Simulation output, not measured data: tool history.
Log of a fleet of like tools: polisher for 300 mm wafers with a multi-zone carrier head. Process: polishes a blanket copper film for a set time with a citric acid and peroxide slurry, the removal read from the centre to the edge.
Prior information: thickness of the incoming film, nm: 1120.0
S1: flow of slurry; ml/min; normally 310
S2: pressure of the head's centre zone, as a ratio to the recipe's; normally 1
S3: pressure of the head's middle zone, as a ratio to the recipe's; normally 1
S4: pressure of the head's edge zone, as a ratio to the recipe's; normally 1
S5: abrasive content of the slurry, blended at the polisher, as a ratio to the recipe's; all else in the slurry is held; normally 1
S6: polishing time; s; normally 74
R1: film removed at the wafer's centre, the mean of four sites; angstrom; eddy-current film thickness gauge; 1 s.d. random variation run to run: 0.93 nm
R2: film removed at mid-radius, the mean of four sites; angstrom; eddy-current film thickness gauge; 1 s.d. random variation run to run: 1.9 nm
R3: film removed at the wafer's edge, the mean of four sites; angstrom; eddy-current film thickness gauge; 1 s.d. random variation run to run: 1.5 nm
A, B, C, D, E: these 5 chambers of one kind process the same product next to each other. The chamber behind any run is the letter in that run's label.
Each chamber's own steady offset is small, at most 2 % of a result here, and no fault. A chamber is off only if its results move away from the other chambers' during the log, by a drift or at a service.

| run | day | S1 | S2 | S3 | S4 | S5 | S6 | R1 | R2 | R3 |
|---|---|---|---|---|---|---|---|---|---|---|
|  | 0.046 | chamber C: edge zone pressure recalibrated |
| 1E | 0.117 | 310 | 1 | 1 | 1 | 1 | 74 | 1445.6 | 1450.7 | 1446.6 |
| 2A | 0.308 | 310 | 1 | 1 | 1 | 1 | 74 | 1441.9 | 1454 | 1443.4 |
| 3B | 0.496 | 310 | 1 | 1 | 1 | 1 | 74 | 1447.2 | 1450.2 | 1459.4 |
| 4D | 0.667 | 310 | 1 | 1 | 1 | 1 | 74 | 1457.1 | 1480.7 | 1471.8 |
|  | 0.767 | chamber A: centre zone pressure recalibrated |
|  | 0.85 | chamber A: edge zone pressure recalibrated |
| 5C | 0.879 | 310 | 1 | 0.91 | 1 | 1.15 | 74 | 1479.5 | 1386.3 | 1541.4 |
| 6D | 1.071 | 310 | 1 | 0.91 | 1 | 1.15 | 74 | 1514.6 | 1399.5 | 1520 |
| 7B | 1.292 | 310 | 1 | 0.91 | 1 | 1.15 | 74 | 1511.7 | 1368.8 | 1494.8 |
| 8A | 1.446 | 310 | 1 | 0.91 | 1 | 1.15 | 74 | 1486.4 | 1356.2 | 1520.1 |
| 9E | 1.617 | 310 | 1 | 0.91 | 1 | 1.15 | 74 | 1491.6 | 1378.3 | 1470.9 |
| 10C | 1.779 | 310 | 1 | 1 | 1 | 1 | 74 | 1435.9 | 1460.6 | 1436.1 |
| 11A | 2.033 | 310 | 1 | 1 | 1 | 1 | 74 | 1430.6 | 1424.9 | 1439.6 |
| 12B | 2.225 | 310 | 1 | 1 | 1 | 1 | 74 | 1445.3 | 1451.5 | 1451.9 |
| 13E | 2.442 | 310 | 1 | 1 | 1 | 1 | 74 | 1445.1 | 1448.2 | 1485.7 |
|  | 2.45 | chamber D: worn pad replaced by a new one |
|  | 2.458 | chamber B: worn pad replaced by a new one |
|  | 2.592 | chamber C: centre zone pressure recalibrated |
| 14D | 2.638 | 310 | 1 | 1 | 1 | 1 | 74 | 1454.7 | 1505.5 | 1458.5 |
| 15C | 2.867 | 310 | 1 | 1 | 1 | 1 | 74 | 1509.7 | 1468.9 | 1463.8 |
| 16C | 2.988 | 310 | 1 | 1 | 1 | 0.9 | 74 | 1485.9 | 1422.5 | 1421.5 |
| 17B | 3.238 | 310 | 1 | 1 | 1 | 0.9 | 74 | 1430.5 | 1392.1 | 1441 |
| 18A | 3.4 | 310 | 1 | 1 | 1 | 0.9 | 74 | 1394 | 1406.7 | 1401.9 |
|  | 3.429 | chamber E: worn pad replaced by a new one |
| 19D | 3.612 | 310 | 1 | 1 | 1 | 0.9 | 74 | 1412.6 | 1423.4 | 1418.1 |
|  | 3.712 | chamber C: worn pad replaced by a new one |
| 20E | 3.871 | 310 | 1 | 1 | 1 | 0.9 | 74 | 1402.7 | 1450.8 | 1422.5 |
| 21E | 4.042 | 310 | 1 | 1 | 1 | 1 | 74 | 1433.3 | 1438.1 | 1464.5 |
| 22D | 4.154 | 310 | 1 | 1 | 1 | 1 | 74 | 1458 | 1475.4 | 1445.5 |
| 23C | 4.275 | 310 | 1 | 1 | 1 | 1 | 74 | 1507.6 | 1424 | 1486.4 |
| 24A | 4.429 | 310 | 1 | 1 | 1 | 1 | 74 | 1435.8 | 1435.1 | 1469.1 |
| 25B | 4.608 | 310 | 1 | 1 | 1 | 1 | 74 | 1457 | 1449.2 | 1445.8 |
| 26C | 4.754 | 310 | 1 | 1.09 | 1.06 | 1 | 74 | 1491.9 | 1564.3 | 1514.3 |
| 27E | 5.004 | 310 | 1 | 1.09 | 1.06 | 1 | 74 | 1435.9 | 1561 | 1475.8 |
| 28A | 5.179 | 310 | 1 | 1.09 | 1.06 | 1 | 74 | 1441.2 | 1557 | 1475 |
|  | 5.229 | chamber C: slurry nozzle cleaned |
| 29B | 5.404 | 310 | 1 | 1.09 | 1.06 | 1 | 74 | 1466.8 | 1603.8 | 1488.1 |
| 30D | 5.612 | 310 | 1 | 1.09 | 1.06 | 1 | 74 | 1469.6 | 1597.6 | 1506.1 |
| 31B | 5.758 | 310 | 1 | 1 | 1 | 1 | 74 | 1454.9 | 1461.4 | 1465.5 |
|  | 5.775 | chamber A: worn pad replaced by a new one |
| 32E | 5.879 | 310 | 1 | 1 | 1 | 1 | 74 | 1430.5 | 1483.4 | 1436.5 |
| 33C | 6.008 | 225 | 1 | 1 | 1 | 1 | 55 | 1078.4 | 1013.3 | 1060.2 |
| 34A | 6.25 | 225 | 1 | 1 | 1 | 1 | 55 | 1026.5 | 1045.1 | 1064.1 |
| 35D | 6.392 | 225 | 1 | 1 | 1 | 1 | 55 | 1039.3 | 1044.6 | 1052.9 |

Predict what each chamber gives when all 5 of them run the settings below next.
| 36A | 6.579 | 310 | 1 | 1 | 1.1 | 1 | 74 | ? | ? | ? |
| 36B | 6.579 | 310 | 1 | 1 | 1.1 | 1 | 74 | ? | ? | ? |
| 36C | 6.579 | 310 | 1 | 1 | 1.1 | 1 | 74 | ? | ? | ? |
| 36D | 6.579 | 310 | 1 | 1 | 1.1 | 1 | 74 | ? | ? | ? |
| 36E | 6.579 | 310 | 1 | 1 | 1.1 | 1 | 74 | ? | ? | ? |

| run | R1 | R2 | R3 |
|---|---|---|---|
| 36A | 1428.5 | 1432.1 | 1528.7 |
| 36B | 1458.4 | 1471.3 | 1535.3 |
| 36C | 1498.3 | 1447.1 | 1524.8 |
| 36D | 1444.6 | 1475.3 | 1545 |
| 36E | 1440.9 | 1460.3 | 1519.1 |
